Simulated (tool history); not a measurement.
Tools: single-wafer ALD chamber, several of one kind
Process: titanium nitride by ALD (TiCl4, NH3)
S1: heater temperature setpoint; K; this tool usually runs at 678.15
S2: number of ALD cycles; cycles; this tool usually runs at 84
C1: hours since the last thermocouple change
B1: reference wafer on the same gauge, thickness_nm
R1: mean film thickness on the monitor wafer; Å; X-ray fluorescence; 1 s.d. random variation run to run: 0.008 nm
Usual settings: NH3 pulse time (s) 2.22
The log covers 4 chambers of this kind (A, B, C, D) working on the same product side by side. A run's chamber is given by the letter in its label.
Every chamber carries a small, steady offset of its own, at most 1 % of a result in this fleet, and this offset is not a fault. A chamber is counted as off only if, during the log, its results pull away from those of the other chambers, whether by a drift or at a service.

run 1D hour=12.7 | S1=678.15 S2=84 NH3_pulse_time_(s)=2.22 | C1=1896.7 | B1=2.0098 | R1=18.515
run 2A hour=21.2 | S1=678.15 S2=84 NH3_pulse_time_(s)=2.22 | C1=2033.4 | B1=2.0085 | R1=18.793
run 3B hour=34.4 | S1=678.15 S2=84 NH3_pulse_time_(s)=2.22 | C1=1353 | B1=2.008 | R1=18.584
run 4C hour=45.4 | S1=678.15 S2=84 NH3_pulse_time_(s)=2.22 | C1=1198.5 | B1=2.0099 | R1=18.648
-- hour=46.7 chamber B: thermocouple changed; heater temperature recalibrated
run 5C hour=51.5 | S1=678.15 S2=84 NH3_pulse_time_(s)=2.22 | C1=1204.6 | B1=2.0103 | R1=18.68
run 6D hour=57.7 | S1=678.15 S2=84 NH3_pulse_time_(s)=2.22 | C1=1941.7 | B1=2.0085 | R1=18.574
run 7B hour=65.7 | S1=678.15 S2=84 NH3_pulse_time_(s)=2.22 | C1=19.1 | B1=2.0096 | R1=18.627
run 8A hour=77.7 | S1=678.15 S2=84 NH3_pulse_time_(s)=2.22 | C1=2089.9 | B1=2.0101 | R1=18.74
run 9C hour=89.6 | S1=678.15 S2=84 NH3_pulse_time_(s)=2.22 | C1=1242.7 | B1=2.0116 | R1=18.771
run 10B hour=97 | S1=678.15 S2=84 NH3_pulse_time_(s)=2.22 | C1=50.4 | B1=2.0095 | R1=18.468
run 11D hour=104.3 | S1=678.15 S2=84 NH3_pulse_time_(s)=2.22 | C1=1988.3 | B1=2.0102 | R1=18.607
run 12A hour=115.8 | S1=678.15 S2=84 NH3_pulse_time_(s)=2.22 | C1=2128 | B1=2.0098 | R1=18.763
run 13A hour=128.5 | S1=678.15 S2=84 NH3_pulse_time_(s)=1.43 | C1=2140.7 | B1=2.0112 | R1=18.536
run 14B hour=137.9 | S1=678.15 S2=84 NH3_pulse_time_(s)=1.43 | C1=91.3 | B1=2.0073 | R1=18.05
run 15D hour=147.1 | S1=678.15 S2=84 NH3_pulse_time_(s)=1.43 | C1=2031.1 | B1=2.0099 | R1=18.447
run 16C hour=154.2 | S1=678.15 S2=84 NH3_pulse_time_(s)=1.43 | C1=1307.3 | B1=2.009 | R1=18.233
run 17C hour=164.2 | S1=678.15 S2=84 NH3_pulse_time_(s)=2.22 | C1=1317.3 | B1=2.0114 | R1=18.723
run 18A hour=171.1 | S1=678.15 S2=84 NH3_pulse_time_(s)=2.22 | C1=2183.3 | B1=2.0109 | R1=18.753
run 19D hour=177.8 | S1=678.15 S2=84 NH3_pulse_time_(s)=2.22 | C1=2061.8 | B1=2.0113 | R1=18.68
run 20B hour=186.2 | S1=678.15 S2=84 NH3_pulse_time_(s)=2.22 | C1=139.6 | B1=2.0116 | R1=18.484
run 21A hour=196.3 | S1=678.15 S2=84 NH3_pulse_time_(s)=2.22 | C1=2208.5 | B1=2.0119 | R1=18.85
run 22B hour=203.7 | S1=678.15 S2=84 NH3_pulse_time_(s)=2.22 | C1=157.1 | B1=2.0096 | R1=18.629
run 23D hour=214.6 | S1=678.15 S2=84 NH3_pulse_time_(s)=2.22 | C1=2098.6 | B1=2.0096 | R1=18.677
run 24C hour=222.8 | S1=678.15 S2=84 NH3_pulse_time_(s)=3.07 | C1=1375.9 | B1=2.0093 | R1=18.958
run 25D hour=228.5 | S1=678.15 S2=84 NH3_pulse_time_(s)=3.07 | C1=2112.5 | B1=2.0112 | R1=18.705
run 26A hour=236.5 | S1=678.15 S2=84 NH3_pulse_time_(s)=3.07 | C1=2248.7 | B1=2.0117 | R1=18.992
run 27C hour=249.6 | S1=678.15 S2=84 NH3_pulse_time_(s)=3.07 | C1=1402.7 | B1=2.0098 | R1=18.775
run 28B hour=255.9 | S1=678.15 S2=84 NH3_pulse_time_(s)=2.22 | C1=209.3 | B1=2.0106 | R1=18.653
run 29A hour=263.6 | S1=678.15 S2=84 NH3_pulse_time_(s)=2.22 | C1=2275.8 | B1=2.0112 | R1=18.696
run 30D hour=269.4 | S1=678.15 S2=84 NH3_pulse_time_(s)=2.22 | C1=2153.4 | B1=2.0123 | R1=18.499
run 31C hour=278.4 | S1=678.15 S2=84 NH3_pulse_time_(s)=2.22 | C1=1431.5 | B1=2.0093 | R1=18.691
run 32B hour=284.7 | S1=678.15 S2=84 NH3_pulse_time_(s)=2.22 | C1=238.1 | B1=2.0085 | R1=18.508
run 33A hour=291 | S1=683.15 S2=84 NH3_pulse_time_(s)=2.73 | C1=2303.2 | B1=2.0085 | R1=18.923
run 34B hour=299.1 | S1=683.15 S2=84 NH3_pulse_time_(s)=2.73 | C1=252.5 | B1=2.0085 | R1=18.724
run 35C hour=307.8 | S1=683.15 S2=84 NH3_pulse_time_(s)=2.73 | C1=1460.9 | B1=2.0102 | R1=18.819
run 36D hour=317.6 | S1=683.15 S2=84 NH3_pulse_time_(s)=2.73 | C1=2201.6 | B1=2.0109 | R1=18.71

The same settings go to every chamber for the next run, one line per chamber below. Forecast the results for each:
run 37A hour=327 | S1=678.15 S2=84 NH3_pulse_time_(s)=2.75 | R1=?
run 37B hour=327 | S1=678.15 S2=84 NH3_pulse_time_(s)=2.75 | R1=?
run 37C hour=327 | S1=678.15 S2=84 NH3_pulse_time_(s)=2.75 | R1=?
run 37D hour=327 | S1=678.15 S2=84 NH3_pulse_time_(s)=2.75 | R1=?

run=37A R1=18.935
run=37B R1=18.564
run=37C R1=18.884
run=37D R1=18.706
